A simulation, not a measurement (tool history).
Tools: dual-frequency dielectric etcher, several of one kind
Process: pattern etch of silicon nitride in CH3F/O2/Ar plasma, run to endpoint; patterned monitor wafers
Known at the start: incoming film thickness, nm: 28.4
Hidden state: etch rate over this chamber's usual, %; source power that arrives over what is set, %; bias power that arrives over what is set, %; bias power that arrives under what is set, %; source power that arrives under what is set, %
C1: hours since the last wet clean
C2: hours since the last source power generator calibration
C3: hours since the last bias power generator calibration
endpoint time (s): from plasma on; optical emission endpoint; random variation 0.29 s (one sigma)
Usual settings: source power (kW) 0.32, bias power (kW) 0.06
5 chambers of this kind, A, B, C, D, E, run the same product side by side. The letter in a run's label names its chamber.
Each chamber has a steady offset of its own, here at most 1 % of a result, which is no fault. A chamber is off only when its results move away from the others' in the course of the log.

{"run": "1B", "hour": 2.6, "source power (kW)": 0.32, "bias power (kW)": 0.06, "C1": 235.1, "C2": 416.7, "C3": 2450.5, "endpoint time (s)": 47.273}
{"run": "2C", "hour": 6.1, "source power (kW)": 0.32, "bias power (kW)": 0.06, "C1": 295.8, "C2": 2816.3, "C3": 976.4, "endpoint time (s)": 48.305}
{"run": "3E", "hour": 9.9, "source power (kW)": 0.32, "bias power (kW)": 0.06, "C1": 328.8, "C2": 3019, "C3": 1328.9, "endpoint time (s)": 47.731}
{"run": "4A", "hour": 11.8, "source power (kW)": 0.32, "bias power (kW)": 0.06, "C1": 428.8, "C2": 3801.4, "C3": 509.8, "endpoint time (s)": 47.707}
{"run": "5D", "hour": 15.6, "source power (kW)": 0.32, "bias power (kW)": 0.06, "C1": 413.9, "C2": 2805.8, "C3": 798, "endpoint time (s)": 47.807}
{"run": "6B", "hour": 19.0, "source power (kW)": 0.32, "bias power (kW)": 0.06, "C1": 251.5, "C2": 433.1, "C3": 2466.9, "endpoint time (s)": 47.202}
{"run": "7C", "hour": 22.8, "source power (kW)": 0.32, "bias power (kW)": 0.06, "C1": 312.5, "C2": 2833, "C3": 993.1, "endpoint time (s)": 48.045}
{"run": "8E", "hour": 26.8, "source power (kW)": 0.32, "bias power (kW)": 0.06, "C1": 345.7, "C2": 3035.9, "C3": 1345.8, "endpoint time (s)": 47.173}
{"run": "9D", "hour": 30.2, "source power (kW)": 0.32, "bias power (kW)": 0.06, "C1": 428.5, "C2": 2820.4, "C3": 812.6, "endpoint time (s)": 47.435}
{"run": "10A", "hour": 33.3, "source power (kW)": 0.32, "bias power (kW)": 0.06, "C1": 450.3, "C2": 3822.9, "C3": 531.3, "endpoint time (s)": 47.667}
{"run": "11C", "hour": 37.1, "source power (kW)": 0.32, "bias power (kW)": 0.06, "C1": 326.8, "C2": 2847.3, "C3": 1007.4, "endpoint time (s)": 48.419}
{"run": "12E", "hour": 39.9, "source power (kW)": 0.3, "bias power (kW)": 0.052, "C1": 358.8, "C2": 3049, "C3": 1358.9, "endpoint time (s)": 51.084}
{"run": "13D", "hour": 43.9, "source power (kW)": 0.3, "bias power (kW)": 0.052, "C1": 442.2, "C2": 2834.1, "C3": 826.3, "endpoint time (s)": 50.811}
{"run": "14A", "hour": 46.2, "source power (kW)": 0.3, "bias power (kW)": 0.052, "C1": 463.2, "C2": 3835.8, "C3": 544.2, "endpoint time (s)": 51.427}
{"run": "15B", "hour": 48.2, "source power (kW)": 0.3, "bias power (kW)": 0.052, "C1": 280.7, "C2": 462.3, "C3": 2496.1, "endpoint time (s)": 50.417}
{"run": "16B", "hour": 50.2, "source power (kW)": 0.3, "bias power (kW)": 0.052, "C1": 282.7, "C2": 464.3, "C3": 2498.1, "endpoint time (s)": 50.752}
{"run": "17A", "hour": 52.3, "source power (kW)": 0.32, "bias power (kW)": 0.06, "C1": 469.3, "C2": 3841.9, "C3": 550.3, "endpoint time (s)": 47.852}
{"run": "18E", "hour": 55.9, "source power (kW)": 0.26, "bias power (kW)": 0.06, "C1": 374.8, "C2": 3065, "C3": 1374.9, "endpoint time (s)": 51.361}
{"run": "19C", "hour": 57.9, "source power (kW)": 0.26, "bias power (kW)": 0.06, "C1": 347.6, "C2": 2868.1, "C3": 1028.2, "endpoint time (s)": 52.196}
{"run": "20D", "hour": 60.2, "source power (kW)": 0.26, "bias power (kW)": 0.06, "C1": 458.5, "C2": 2850.4, "C3": 842.6, "endpoint time (s)": 50.668}
{"run": "21A", "hour": 62.3, "source power (kW)": 0.26, "bias power (kW)": 0.06, "C1": 479.3, "C2": 3851.9, "C3": 560.3, "endpoint time (s)": 51.721}
{"run": "22D", "hour": 64.9, "source power (kW)": 0.26, "bias power (kW)": 0.06, "C1": 463.2, "C2": 2855.1, "C3": 847.3, "endpoint time (s)": 51.479}
{"run": "23C", "hour": 67.5, "source power (kW)": 0.32, "bias power (kW)": 0.06, "C1": 357.2, "C2": 2877.7, "C3": 1037.8, "endpoint time (s)": 47.447}
{"run": "24B", "hour": 70.7, "source power (kW)": 0.32, "bias power (kW)": 0.06, "C1": 303.2, "C2": 484.8, "C3": 2518.6, "endpoint time (s)": 47.378}
{"run": "25E", "hour": 74.2, "source power (kW)": 0.32, "bias power (kW)": 0.06, "C1": 393.1, "C2": 3083.3, "C3": 1393.2, "endpoint time (s)": 47.655}
{"run": "26E", "hour": 78.3, "source power (kW)": 0.32, "bias power (kW)": 0.066, "C1": 397.2, "C2": 3087.4, "C3": 1397.3, "endpoint time (s)": 45.961}
{"run": "27A", "hour": 80.7, "source power (kW)": 0.32, "bias power (kW)": 0.066, "C1": 497.7, "C2": 3870.3, "C3": 578.7, "endpoint time (s)": 46.035}
{"run": "28B", "hour": 83.7, "source power (kW)": 0.32, "bias power (kW)": 0.066, "C1": 316.2, "C2": 497.8, "C3": 2531.6, "endpoint time (s)": 45.655}
{"run": "29C", "hour": 85.6, "source power (kW)": 0.32, "bias power (kW)": 0.066, "C1": 375.3, "C2": 2895.8, "C3": 1055.9, "endpoint time (s)": 46.659}
{"run": "30D", "hour": 87.6, "source power (kW)": 0.32, "bias power (kW)": 0.066, "C1": 485.9, "C2": 2877.8, "C3": 870, "endpoint time (s)": 46.616}
{"run": "31A", "hour": 90.7, "source power (kW)": 0.38, "bias power (kW)": 0.067, "C1": 507.7, "C2": 3880.3, "C3": 588.7, "endpoint time (s)": 43.19}
{"run": "32C", "hour": 94.1, "source power (kW)": 0.38, "bias power (kW)": 0.067, "C1": 383.8, "C2": 2904.3, "C3": 1064.4, "endpoint time (s)": 43.055}

All 5 chambers run these settings next. Forecast each chamber's results:
{"run": "33A", "hour": 97.2, "source power (kW)": 0.32, "bias power (kW)": 0.053, "endpoint time (s)": "?"}
{"run": "33B", "hour": 97.2, "source power (kW)": 0.32, "bias power (kW)": 0.053, "endpoint time (s)": "?"}
{"run": "33C", "hour": 97.2, "source power (kW)": 0.32, "bias power (kW)": 0.053, "endpoint time (s)": "?"}
{"run": "33D", "hour": 97.2, "source power (kW)": 0.32, "bias power (kW)": 0.053, "endpoint time (s)": "?"}
{"run": "33E", "hour": 97.2, "source power (kW)": 0.32, "bias power (kW)": 0.053, "endpoint time (s)": "?"}

run=33A endpoint_time_(s)=49.256
run=33B endpoint_time_(s)=49.48
run=33C endpoint_time_(s)=50.215
run=33D endpoint_time_(s)=49.311
run=33E endpoint_time_(s)=49.305
